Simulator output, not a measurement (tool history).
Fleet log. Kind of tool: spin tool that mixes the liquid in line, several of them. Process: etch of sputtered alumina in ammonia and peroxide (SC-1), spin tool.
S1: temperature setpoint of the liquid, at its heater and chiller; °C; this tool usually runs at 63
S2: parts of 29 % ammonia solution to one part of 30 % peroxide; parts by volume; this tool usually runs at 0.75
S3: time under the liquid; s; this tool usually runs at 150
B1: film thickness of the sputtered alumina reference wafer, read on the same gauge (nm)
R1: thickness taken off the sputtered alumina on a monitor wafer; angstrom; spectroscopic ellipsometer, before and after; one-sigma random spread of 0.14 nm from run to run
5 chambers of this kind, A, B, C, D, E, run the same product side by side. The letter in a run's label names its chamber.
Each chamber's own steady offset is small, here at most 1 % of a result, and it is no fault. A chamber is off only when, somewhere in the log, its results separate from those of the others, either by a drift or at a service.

run 1C hour=6.1 | S1=63 S2=0.75 S3=150 | B1=150 | R1=161.7
run 2D hour=12.8 | S1=63 S2=0.75 S3=150 | B1=150 | R1=163.33
run 3B hour=21.2 | S1=63 S2=0.75 S3=150 | B1=149.99 | R1=160.08
run 4A hour=28.6 | S1=63 S2=0.75 S3=150 | B1=149.96 | R1=162.42
run 5E hour=40.6 | S1=63 S2=0.75 S3=150 | B1=149.99 | R1=157.46
run 6A hour=46.7 | S1=63 S2=0.75 S3=150 | B1=150.02 | R1=162.43
run 7E hour=53.1 | S1=63 S2=0.75 S3=150 | B1=149.97 | R1=161.34
run 8C hour=65.5 | S1=63 S2=0.75 S3=150 | B1=149.99 | R1=163.42
run 9B hour=72.7 | S1=63 S2=0.75 S3=150 | B1=150 | R1=164.92
-- hour=74.9 chamber A: new drum of ammonia solution connected
-- hour=80.9 chamber A: thermometer replaced
run 10D hour=82.7 | S1=63 S2=0.4 S3=150 | B1=150.02 | R1=156.16
-- hour=88.3 chamber B: new drum of ammonia solution connected
run 11E hour=92.1 | S1=63 S2=0.4 S3=150 | B1=150.03 | R1=152.4
run 12D hour=98.9 | S1=63 S2=0.4 S3=150 | B1=149.97 | R1=153.83
run 13B hour=110.1 | S1=63 S2=0.4 S3=150 | B1=150 | R1=151.28
run 14C hour=120.3 | S1=63 S2=0.4 S3=150 | B1=150.01 | R1=154.69
-- hour=125.3 chamber D: ammonia flow meter replaced
run 15A hour=132.4 | S1=63 S2=0.75 S3=150 | B1=150 | R1=162.41
run 16D hour=139.5 | S1=63 S2=0.75 S3=150 | B1=150.01 | R1=164.23
run 17B hour=148.2 | S1=70 S2=1.1 S3=150 | B1=149.99 | R1=237.81
-- hour=151.6 chamber A: ammonia flow meter replaced
run 18A hour=160.6 | S1=70 S2=1.1 S3=150 | B1=150.05 | R1=235.51
run 19E hour=167.5 | S1=70 S2=1.1 S3=150 | B1=150 | R1=236.27
run 20C hour=173.8 | S1=70 S2=1.1 S3=150 | B1=149.96 | R1=247.87
-- hour=181.1 chamber C: new drum of ammonia solution connected
run 21B hour=183.7 | S1=70 S2=1.1 S3=150 | B1=149.93 | R1=240.18
run 22D hour=194.4 | S1=63 S2=0.75 S3=150 | B1=149.95 | R1=161.87
run 23A hour=203.8 | S1=63 S2=0.75 S3=150 | B1=149.96 | R1=162.71
run 24E hour=213.7 | S1=63 S2=0.55 S3=200 | B1=149.98 | R1=207.97
run 25C hour=221.6 | S1=63 S2=0.55 S3=200 | B1=150.03 | R1=217.51
run 26E hour=229.4 | S1=63 S2=0.55 S3=200 | B1=150.02 | R1=208.87
run 27C hour=235.9 | S1=63 S2=0.55 S3=200 | B1=150.04 | R1=227.46
run 28D hour=243.5 | S1=63 S2=0.55 S3=200 | B1=150.02 | R1=211.43
run 29B hour=249.1 | S1=63 S2=0.75 S3=150 | B1=149.98 | R1=161.36
run 30A hour=261.4 | S1=63 S2=0.75 S3=150 | B1=149.97 | R1=161.38
run 31B hour=273.9 | S1=63 S2=0.75 S3=150 | B1=150 | R1=165.39
run 32E hour=281.6 | S1=63 S2=0.75 S3=150 | B1=149.98 | R1=160.1
run 33C hour=290.1 | S1=63 S2=0.75 S3=150 | B1=149.97 | R1=177
run 34A hour=300 | S1=63 S2=0.75 S3=150 | B1=150 | R1=163.72
run 35D hour=305.8 | S1=63 S2=0.75 S3=150 | B1=150.02 | R1=159.59
run 36B hour=316.9 | S1=66.5 S2=0.75 S3=150 | B1=150.04 | R1=192.56

Read the log: is a single chamber off, either drifting away or since a service, is the gauge that measures every chamber drifting, or is nothing wrong beyond small per-chamber offsets? Name any odd chamber and what most likely caused it.

It is chamber C that slowly wanders off from its peers.
Cause: liquid hotter than its thermometer reads (K) = 1.91.

Below are 4 candidate recipes for chamber C's next run, each the usual settings with a change, their results shown as question marks. Which of them brings C's results back in line with what the other chambers give on the usual settings?
To be in line, a result may differ from the other chambers' mean on the usual settings by at most: R1 4.9 angstrom
run 37C-1 hour=325.8 | S1=62 S2=0.75 S3=150 | R1=?
run 37C-2 hour=325.8 | S1=64 S2=0.75 S3=160 | R1=?
run 37C-3 hour=325.8 | S1=63 S2=1.15 S3=150 | R1=?
run 37C-4 hour=325.8 | S1=61 S2=0.75 S3=150 | R1=?

Average result of the remaining chambers running the usual settings: R1 161.89 angstrom
run=37C-1 R1=170.9
run=37C-2 R1=201.52
run=37C-3 R1=187.19
run=37C-4 R1=162.54
37C-4 puts the chamber back in line with the other chambers.

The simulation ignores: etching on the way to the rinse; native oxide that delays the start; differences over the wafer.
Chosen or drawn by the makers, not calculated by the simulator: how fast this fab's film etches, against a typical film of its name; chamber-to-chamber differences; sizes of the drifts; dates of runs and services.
